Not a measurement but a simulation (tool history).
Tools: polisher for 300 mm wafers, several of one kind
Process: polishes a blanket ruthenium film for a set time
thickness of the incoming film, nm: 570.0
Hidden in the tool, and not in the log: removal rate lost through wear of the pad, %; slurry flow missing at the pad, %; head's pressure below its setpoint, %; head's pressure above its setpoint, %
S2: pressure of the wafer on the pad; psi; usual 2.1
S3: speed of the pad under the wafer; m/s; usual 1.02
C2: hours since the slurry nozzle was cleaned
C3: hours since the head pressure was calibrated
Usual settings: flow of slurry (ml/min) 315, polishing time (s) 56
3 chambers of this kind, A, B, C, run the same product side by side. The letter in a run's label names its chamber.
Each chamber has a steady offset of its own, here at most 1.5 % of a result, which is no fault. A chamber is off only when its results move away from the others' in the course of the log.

At day 0.138: chamber A: worn pad replaced by a new one.
Run 1B, day 0.225: usual settings; wafers polished on this pad 686; C2 507.1; C3 1065.6. Result: film removed (Å) 622.52.
At day 0.396: chamber B: slurry nozzle cleaned.
Run 2C, day 0.454: usual settings; wafers polished on this pad 1306; C2 16.2; C3 812.7. Result: film removed (Å) 616.85.
Run 3A, day 0.704: usual settings; wafers polished on this pad 113; C2 119.7; C3 73. Result: film removed (Å) 625.13.
Run 4C, day 0.846: usual settings; wafers polished on this pad 1384; C2 25.6; C3 822.1. Result: film removed (Å) 618.55.
Run 5A, day 0.983: usual settings; wafers polished on this pad 169; C2 126.4; C3 79.7. Result: film removed (Å) 625.05.
At day 1.15: chamber B: worn pad replaced by a new one.
Run 6B, day 1.262: usual settings; wafers polished on this pad 22; C2 20.8; C3 1090.5. Result: film removed (Å) 607.28.
At day 1.488: chamber C: worn pad replaced by a new one.
Run 7C, day 1.496: usual settings; wafers polished on this pad 1; C2 41.2; C3 837.7. Result: film removed (Å) 607.97.
Run 8B, day 1.708: usual settings; wafers polished on this pad 112; C2 31.5; C3 1101.2. Result: film removed (Å) 615.15.
Run 9A, day 1.988: usual settings; wafers polished on this pad 370; C2 150.5; C3 103.8. Result: film removed (Å) 602.51.
Run 10C, day 2.196: usual settings; wafers polished on this pad 141; C2 58; C3 854.5. Result: film removed (Å) 638.88.
Run 11A, day 2.396: usual settings; wafers polished on this pad 452; C2 160.3; C3 113.6. Result: film removed (Å) 606.66.
Run 12B, day 2.55: usual settings; wafers polished on this pad 280; C2 51.7; C3 1121.4. Result: film removed (Å) 637.42.
Run 13C, day 2.829: usual settings; wafers polished on this pad 268; C2 73.2; C3 869.7. Result: film removed (Å) 637.16.
Run 14A, day 3.1: usual settings; wafers polished on this pad 593; C2 177.2; C3 130.5. Result: film removed (Å) 620.98.
Run 15B, day 3.288: usual settings but polishing time (s) 42; wafers polished on this pad 428; C2 69.4; C3 1139.1. Result: film removed (Å) 461.71.
Run 16A, day 3.533: usual settings but polishing time (s) 42; wafers polished on this pad 680; C2 187.6; C3 140.9. Result: film removed (Å) 476.84.
Run 17C, day 3.771: usual settings but polishing time (s) 42; wafers polished on this pad 457; C2 95.8; C3 892.3. Result: film removed (Å) 486.09.
Run 18B, day 3.933: usual settings; wafers polished on this pad 557; C2 84.9; C3 1154.6. Result: film removed (Å) 610.78.
Run 19C, day 4.121: usual settings; wafers polished on this pad 527; C2 104.2; C3 900.7. Result: film removed (Å) 661.65.
Run 20A, day 4.3: usual settings; wafers polished on this pad 834; C2 206; C3 159.3. Result: film removed (Å) 620.46.
Run 21B, day 4.558: usual settings; wafers polished on this pad 682; C2 99.9; C3 1169.6. Result: film removed (Å) 633.9.
Run 22A, day 4.708: usual settings; wafers polished on this pad 915; C2 215.8; C3 169.1. Result: film removed (Å) 614.14.
Run 23C, day 4.888: usual settings; wafers polished on this pad 681; C2 122.6; C3 919.1. Result: film removed (Å) 680.96.
Run 24B, day 5.058: usual settings but S3 0.86 m/s; wafers polished on this pad 783; C2 111.9; C3 1181.6. Result: film removed (Å) 522.74.
At day 5.129: chamber B: head pressure recalibrated.
Run 25C, day 5.246: usual settings but S3 0.86 m/s; wafers polished on this pad 752; C2 131.2; C3 927.7. Result: film removed (Å) 568.23.
At day 5.421: chamber B: worn pad replaced by a new one.
Run 26A, day 5.508: usual settings but S3 0.86 m/s; wafers polished on this pad 1076; C2 235; C3 188.3. Result: film removed (Å) 518.67.
Run 27B, day 5.762: usual settings but S2 1.5 psi, polishing time (s) 42; wafers polished on this pad 68; C2 128.8; C3 15.3. Result: film removed (Å) 327.96.
Run 28C, day 5.938: usual settings but S2 1.5 psi, polishing time (s) 42; wafers polished on this pad 891; C2 147.8; C3 944.3. Result: film removed (Å) 374.04.
Run 29B, day 6.175: usual settings but S2 1.5 psi, polishing time (s) 42; wafers polished on this pad 151; C2 138.7; C3 25.2. Result: film removed (Å) 328.84.

All 3 chambers run these settings next. Forecast each chamber's results:
Run 30A, day 6.388: usual settings but S2 2.7 psi. Result: film removed (Å) ?.
Run 30B, day 6.388: usual settings but S2 2.7 psi. Result: film removed (Å) ?.
Run 30C, day 6.388: usual settings but S2 2.7 psi. Result: film removed (Å) ?.

run  film removed (Å)
30A            793.87
30B            793.84
30C            898.04

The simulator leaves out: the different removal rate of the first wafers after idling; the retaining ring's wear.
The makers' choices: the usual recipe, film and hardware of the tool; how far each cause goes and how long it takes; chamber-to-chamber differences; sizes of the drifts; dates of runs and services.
